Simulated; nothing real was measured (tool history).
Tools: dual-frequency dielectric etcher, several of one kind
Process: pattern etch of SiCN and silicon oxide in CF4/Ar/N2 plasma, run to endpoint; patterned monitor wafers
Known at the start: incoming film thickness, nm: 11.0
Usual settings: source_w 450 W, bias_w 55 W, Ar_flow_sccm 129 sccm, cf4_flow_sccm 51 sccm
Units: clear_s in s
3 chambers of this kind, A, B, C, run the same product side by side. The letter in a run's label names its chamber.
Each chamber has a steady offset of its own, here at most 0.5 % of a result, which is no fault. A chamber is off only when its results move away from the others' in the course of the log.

| run | hour | source_w | bias_w | Ar_flow_sccm | cf4_flow_sccm | hours since the last wet clean | hours since the last source power generator calibration | hours since the last bias power generator calibration | hours since the last Ar flow controller change | hours since the last CF4 flow controller change | clear_s |
|---|---|---|---|---|---|---|---|---|---|---|---|
| 1B | 13.6 | 450 | 55 | 129 | 51 | 151.4 | 5297.5 | 3409.3 | 677.1 | 1267.9 | 15.503 |
| 2C | 22.4 | 450 | 55 | 129 | 51 | 235.0 | 2198.6 | 2621.3 | 1704.8 | 4121.4 | 15.296 |
| 3A | 34.4 | 450 | 55 | 129 | 51 | 585.4 | 1737.7 | 1281.7 | 216.9 | 2147.0 | 15.616 |
| 4C | 49.4 | 450 | 55 | 129 | 51 | 262.0 | 2225.6 | 2648.3 | 1731.8 | 4148.4 | 15.386 |
|  | 57.3 | chamber C: Ar flow controller replaced |
| 5A | 64.5 | 450 | 55 | 129 | 51 | 615.5 | 1767.8 | 1311.8 | 247.0 | 2177.1 | 15.588 |
| 6B | 73.0 | 450 | 55 | 154 | 61 | 210.8 | 5356.9 | 3468.7 | 736.5 | 1327.3 | 15.532 |
| 7C | 80.4 | 450 | 55 | 154 | 61 | 293.0 | 2256.6 | 2679.3 | 23.1 | 4179.4 | 15.166 |
| 8B | 93.6 | 450 | 55 | 154 | 61 | 231.4 | 5377.5 | 3489.3 | 757.1 | 1347.9 | 15.645 |
|  | 101.4 | chamber A: wet clean of the chamber |
| 9A | 108.7 | 450 | 55 | 129 | 51 | 7.4 | 1812.0 | 1356.0 | 291.2 | 2221.3 | 15.440 |
| 10A | 117.7 | 350 | 55 | 129 | 51 | 16.4 | 1821.0 | 1365.0 | 300.2 | 2230.3 | 19.216 |
| 11C | 125.1 | 350 | 55 | 129 | 51 | 337.7 | 2301.3 | 2724.0 | 67.8 | 4224.1 | 19.387 |
|  | 133.9 | chamber C: wet clean of the chamber |
| 12B | 135.5 | 350 | 55 | 129 | 51 | 273.3 | 5419.4 | 3531.2 | 799.0 | 1389.8 | 19.222 |
|  | 141.0 | chamber B: source power generator calibrated |
| 13A | 142.3 | 450 | 55 | 129 | 51 | 41.0 | 1845.6 | 1389.6 | 324.8 | 2254.9 | 15.619 |
| 14B | 150.3 | 450 | 59 | 101 | 51 | 288.1 | 9.4 | 3546.0 | 813.8 | 1404.6 | 14.405 |
| 15C | 158.1 | 450 | 59 | 101 | 51 | 24.3 | 2334.3 | 2757.0 | 100.8 | 4257.1 | 14.586 |
| 16A | 168.0 | 450 | 59 | 101 | 51 | 66.7 | 1871.3 | 1415.3 | 350.5 | 2280.6 | 14.644 |
| 17C | 179.0 | 450 | 55 | 129 | 51 | 45.2 | 2355.2 | 2777.9 | 121.7 | 4278.0 | 15.476 |
| 18B | 191.4 | 450 | 55 | 129 | 51 | 329.2 | 50.5 | 3587.1 | 854.9 | 1445.7 | 15.568 |
| 19C | 203.6 | 450 | 55 | 129 | 51 | 69.8 | 2379.8 | 2802.5 | 146.3 | 4302.6 | 15.581 |
| 20A | 217.5 | 450 | 55 | 129 | 57 | 116.2 | 1920.8 | 1464.8 | 400.0 | 2330.1 | 15.520 |
| 21B | 227.4 | 450 | 55 | 129 | 57 | 365.2 | 86.5 | 3623.1 | 890.9 | 1481.7 | 14.965 |
| 22A | 236.8 | 450 | 55 | 129 | 57 | 135.5 | 1940.1 | 1484.1 | 419.3 | 2349.4 | 15.201 |
| 23B | 244.9 | 450 | 55 | 129 | 51 | 382.7 | 104.0 | 3640.6 | 908.4 | 1499.2 | 15.516 |
| 24C | 258.0 | 450 | 55 | 129 | 51 | 124.2 | 2434.2 | 2856.9 | 200.7 | 4357.0 | 15.504 |
| 25C | 267.2 | 450 | 55 | 129 | 51 | 133.4 | 2443.4 | 2866.1 | 209.9 | 4366.2 | 15.295 |
| 26B | 275.4 | 450 | 55 | 129 | 51 | 413.2 | 134.5 | 3671.1 | 938.9 | 1529.7 | 15.499 |
| 27A | 289.9 | 450 | 55 | 129 | 51 | 188.6 | 1993.2 | 1537.2 | 472.4 | 2402.5 | 15.339 |
| 28B | 304.0 | 450 | 67 | 129 | 40 | 441.8 | 163.1 | 3699.7 | 967.5 | 1558.3 | 15.011 |
| 29A | 315.2 | 450 | 67 | 129 | 40 | 213.9 | 2018.5 | 1562.5 | 497.7 | 2427.8 | 15.006 |
| 30C | 322.6 | 450 | 67 | 129 | 40 | 188.8 | 2498.8 | 2921.5 | 265.3 | 4421.6 | 15.018 |
| 31B | 336.5 | 450 | 55 | 129 | 51 | 474.3 | 195.6 | 3732.2 | 1000.0 | 1590.8 | 15.399 |
| 32A | 347.6 | 450 | 55 | 98 | 39 | 246.3 | 2050.9 | 1594.9 | 530.1 | 2460.2 | 15.474 |
| 33C | 362.3 | 450 | 55 | 98 | 39 | 228.5 | 2538.5 | 2961.2 | 305.0 | 4461.3 | 15.615 |
| 34A | 374.6 | 450 | 55 | 98 | 39 | 273.3 | 2077.9 | 1621.9 | 557.1 | 2487.2 | 15.662 |
|  | 377.0 | chamber A: bias power generator calibrated |
| 35B | 387.2 | 450 | 55 | 129 | 51 | 525.0 | 246.3 | 3782.9 | 1050.7 | 1641.5 | 15.386 |
|  | 390.7 | chamber B: wet clean of the chamber |
| 36C | 394.3 | 450 | 55 | 129 | 51 | 260.5 | 2570.5 | 2993.2 | 337.0 | 4493.3 | 15.434 |
| 37B | 405.7 | 450 | 55 | 129 | 51 | 15.0 | 264.8 | 3801.4 | 1069.2 | 1660.0 | 15.232 |
| 38C | 419.6 | 500 | 55 | 154 | 51 | 285.8 | 2595.8 | 3018.5 | 362.3 | 4518.6 | 14.295 |
| 39A | 429.6 | 500 | 55 | 154 | 51 | 328.3 | 2132.9 | 52.6 | 612.1 | 2542.2 | 14.571 |
| 40A | 439.8 | 500 | 55 | 154 | 51 | 338.5 | 2143.1 | 62.8 | 622.3 | 2552.4 | 14.584 |
| 41C | 449.5 | 450 | 55 | 109 | 51 | 315.7 | 2625.7 | 3048.4 | 392.2 | 4548.5 | 15.160 |
| 42B | 464.2 | 450 | 55 | 109 | 51 | 73.5 | 323.3 | 3859.9 | 1127.7 | 1718.5 | 14.739 |

Next, every chamber runs the same settings. What will each give?
| 43A | 475.3 | 450 | 45 | 129 | 51 |  |  |  |  |  | ? |
| 43B | 475.3 | 450 | 45 | 129 | 51 |  |  |  |  |  | ? |
| 43C | 475.3 | 450 | 45 | 129 | 51 |  |  |  |  |  | ? |

| run | clear_s |
|---|---|
| 43A | 16.246 |
| 43B | 16.293 |
| 43C | 16.649 |

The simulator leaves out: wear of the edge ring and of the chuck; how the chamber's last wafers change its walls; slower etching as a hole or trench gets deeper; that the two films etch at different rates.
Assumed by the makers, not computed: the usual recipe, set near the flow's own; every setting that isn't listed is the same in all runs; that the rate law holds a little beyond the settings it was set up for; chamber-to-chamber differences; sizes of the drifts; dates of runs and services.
